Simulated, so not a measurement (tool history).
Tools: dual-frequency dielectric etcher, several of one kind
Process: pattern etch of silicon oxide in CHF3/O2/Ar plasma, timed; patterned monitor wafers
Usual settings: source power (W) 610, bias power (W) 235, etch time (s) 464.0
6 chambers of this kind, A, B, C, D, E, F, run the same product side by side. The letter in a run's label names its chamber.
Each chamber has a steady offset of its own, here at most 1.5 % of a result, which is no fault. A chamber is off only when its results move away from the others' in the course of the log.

run	day	source power (W)	bias power (W)	etch time (s)	hours since the last wet clean	hours since the last source power generator calibration	hours since the last bias power generator calibration	read-back reference wafer on the same gauge, depth_nm	mean etch depth across the wafer (Å)
# day 0.146: chamber D: wet clean of the chamber
1D	0.358	610	235	464.0	5.2	552.2	295.0	839.97	10124.0
2F	0.658	610	235	464.0	415.3	3536.6	496.5	839.64	10051.0
3E	1.175	610	235	464.0	284.9	2044.4	67.1	839.85	9995.7
4C	1.500	610	235	464.0	125.8	1181.8	520.4	839.43	10098.0
# day 1.762: chamber F: source power generator calibrated
5A	2.033	610	235	464.0	405.4	1587.5	612.4	839.39	10209.0
6B	2.554	610	235	464.0	302.9	2216.5	2467.8	839.25	10202.0
7C	3.088	610	235	464.0	163.9	1219.9	558.5	839.14	10079.0
8A	3.442	610	235	464.0	439.2	1621.3	646.2	838.98	10195.0
9D	3.808	610	235	464.0	88.0	635.0	377.8	839.01	10114.0
10E	4.192	610	235	464.0	357.3	2116.8	139.5	839.00	9985.4
# day 4.196: chamber A: wet clean of the chamber
11B	4.658	610	235	464.0	353.4	2267.0	2518.3	838.77	10204.0
12F	4.921	610	235	464.0	517.6	75.8	598.8	838.76	10062.0
# day 4.996: chamber E: wet clean of the chamber
13A	5.383	610	235	464.0	28.6	1667.9	692.8	838.76	10204.0
14C	5.842	610	235	464.0	230.0	1286.0	624.6	838.21	10070.0
15D	6.350	610	235	464.0	149.0	696.0	438.8	838.22	10115.0
16F	6.592	610	235	464.0	557.7	115.9	638.9	838.14	10062.0
17E	7.050	610	235	464.0	49.3	2185.4	208.1	838.30	9999.0
# day 7.333: chamber B: wet clean of the chamber
18B	7.408	610	235	527.5	1.9	2333.0	2584.3	837.97	11570.0
# day 7.825: chamber F: wet clean of the chamber
19C	7.862	610	235	527.5	278.5	1334.5	673.1	838.17	11441.0
20F	8.254	610	235	527.5	10.4	155.8	678.8	837.96	11430.0
21A	8.767	610	235	527.5	109.8	1749.1	774.0	837.88	11603.0
22B	9.017	610	235	527.5	40.5	2371.6	2622.9	837.85	11581.0
23E	9.275	610	235	527.5	102.7	2238.8	261.5	837.52	11333.0
24D	9.667	610	253	464.0	228.6	775.6	518.4	837.66	10356.0
25E	10.142	610	253	464.0	123.5	2259.6	282.3	837.09	10244.0
26B	10.508	610	253	464.0	76.3	2407.4	2658.7	837.14	10443.0
27A	11.033	610	253	464.0	164.2	1803.5	828.4	836.85	10450.0
28C	11.388	610	253	464.0	363.1	1419.1	757.7	837.36	10334.0
29D	11.692	610	253	464.0	277.2	824.2	567.0	836.99	10355.0
30F	12.083	610	264	525.0	102.3	247.7	770.7	836.75	11868.0
31E	12.454	610	264	525.0	179.0	2315.1	337.8	836.79	11763.0
32B	12.733	610	264	525.0	129.7	2460.8	2712.1	836.47	11989.0
33A	13.054	610	264	525.0	212.7	1852.0	876.9	836.86	12021.0
34D	13.450	610	264	525.0	319.4	866.4	609.2	836.87	11903.0
35C	13.808	610	264	525.0	421.2	1477.2	815.8	836.48	11862.0
36F	14.067	610	235	464.0	149.9	295.3	818.3	836.26	10046.0
37B	14.429	610	235	464.0	170.4	2501.5	2752.8	836.29	10147.0
38A	14.804	610	235	464.0	254.7	1894.0	918.9	836.27	10170.0
39C	15.117	610	235	464.0	452.6	1508.6	847.2	836.22	10059.0

What goes on in this fleet: one chamber off, a drifting gauge, or nothing beyond the chambers' own small offsets? Name the chamber and the cause, if any.

The gauge drifts, so all chambers seem to drift together. No chamber is off.
Cause: gauge reads low (%) = 0.468.
